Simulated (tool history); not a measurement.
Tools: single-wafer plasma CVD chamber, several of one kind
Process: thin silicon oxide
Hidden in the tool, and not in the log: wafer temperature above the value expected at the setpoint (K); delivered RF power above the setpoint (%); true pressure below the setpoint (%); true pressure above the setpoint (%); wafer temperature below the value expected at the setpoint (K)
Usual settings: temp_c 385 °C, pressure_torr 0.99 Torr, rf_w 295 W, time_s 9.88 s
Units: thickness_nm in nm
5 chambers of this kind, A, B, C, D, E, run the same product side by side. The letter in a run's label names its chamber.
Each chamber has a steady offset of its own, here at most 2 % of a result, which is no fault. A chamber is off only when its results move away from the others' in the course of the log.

run	hour	temp_c	pressure_torr	rf_w	time_s	hours since the last thermocouple change	hours since the last RF generator calibration	hours since the last manometer calibration	read-back reference wafer on the same gauge, thickness_nm	thickness_nm
1B	7.9	385	0.99	295	9.88	490.4	1108.3	550.9	22.505	22.134
2E	15.8	385	0.99	295	9.88	1611.7	726.5	1060.3	22.489	21.726
3C	21.7	385	0.99	295	9.88	2597.8	411.7	1389.8	22.518	21.532
4D	27.7	385	0.99	295	9.88	2144.4	1457.1	933.5	22.496	21.976
5A	36.4	385	0.99	295	9.88	57.1	103.1	732.5	22.506	21.897
# hour 41.4: chamber D: thermocouple changed; heater temperature recalibrated
6B	41.6	385	0.99	295	9.88	524.1	1142	584.6	22.519	22.268
# hour 42.4: chamber E: thermocouple changed; heater temperature recalibrated
7E	48.4	385	0.99	295	9.88	6	759.1	1092.9	22.524	21.977
# hour 50.8: chamber B: RF generator calibrated
8D	56.4	385	0.99	295	9.88	15.1	1485.8	962.2	22.509	21.739
9A	64.6	385	0.99	295	9.88	85.3	131.3	760.7	22.495	21.994
10C	73.1	385	0.99	295	9.88	2649.2	463.1	1441.2	22.5	21.451
11B	83.5	398	0.99	295	8.66	566	32.7	626.5	22.482	19.274
12A	92.7	398	0.99	295	8.66	113.4	159.4	788.8	22.502	18.869
13E	102.4	398	0.99	295	8.66	60	813.1	1146.9	22.506	19.084
14D	109.7	398	0.99	295	8.66	68.4	1539.1	1015.5	22.506	18.789
15C	117.2	398	0.99	295	8.66	2693.3	507.2	1485.3	22.497	18.717
16B	123.7	376	0.99	295	9.88	606.2	72.9	666.7	22.498	22.275
17A	132.4	376	0.99	295	9.88	153.1	199.1	828.5	22.489	22.06
18E	143.5	376	0.99	295	9.88	101.1	854.2	1188	22.502	22.067
19D	149.7	376	0.99	295	9.88	108.4	1579.1	1055.5	22.505	21.993
20C	157.7	376	0.99	295	9.88	2733.8	547.7	1525.8	22.507	21.786
# hour 163.9: chamber A: capacitance manometer re-zeroed and calibrated
21A	165.2	390	0.99	335	9.88	185.9	231.9	1.3	22.498	22.283
22D	171.2	390	0.99	335	9.88	129.9	1600.6	1077	22.509	22.707
23E	181	390	0.99	335	9.88	138.6	891.7	1225.5	22.49	22.844
24B	191.9	390	0.99	335	9.88	674.4	141.1	734.9	22.5	23.266
25C	201	390	0.99	335	9.88	2777.1	591	1569.1	22.513	22.502
26D	206.8	395	0.79	295	9.88	165.5	1636.2	1112.6	22.515	17.922
27C	214	395	0.79	295	9.88	2790.1	604	1582.1	22.493	17.557
28A	224.1	395	0.79	295	9.88	244.8	290.8	60.2	22.508	17.308
29E	233.4	395	0.79	295	9.88	191	944.1	1277.9	22.505	17.784
30B	244.3	395	0.79	295	9.88	726.8	193.5	787.3	22.492	18.07
31B	253.7	385	0.99	295	9.88	736.2	202.9	796.7	22.515	22.341
32D	261.4	385	0.99	260	9.01	220.1	1690.8	1167.2	22.519	18.881
33A	269	385	0.99	260	9.01	289.7	335.7	105.1	22.511	18.319
34E	274.3	385	0.99	260	9.01	231.9	985	1318.8	22.504	18.848
35C	285	385	0.99	260	9.01	2861.1	675	1653.1	22.486	18.659

Next, every chamber runs the same settings. What will each give?
36A	293	393	0.99	295	9.88					?
36B	293	393	0.99	295	9.88					?
36C	293	393	0.99	295	9.88					?
36D	293	393	0.99	295	9.88					?
36E	293	393	0.99	295	9.88					?

run	thickness_nm
36A	21.26
36B	22.019
36C	21.369
36D	21.704
36E	21.769
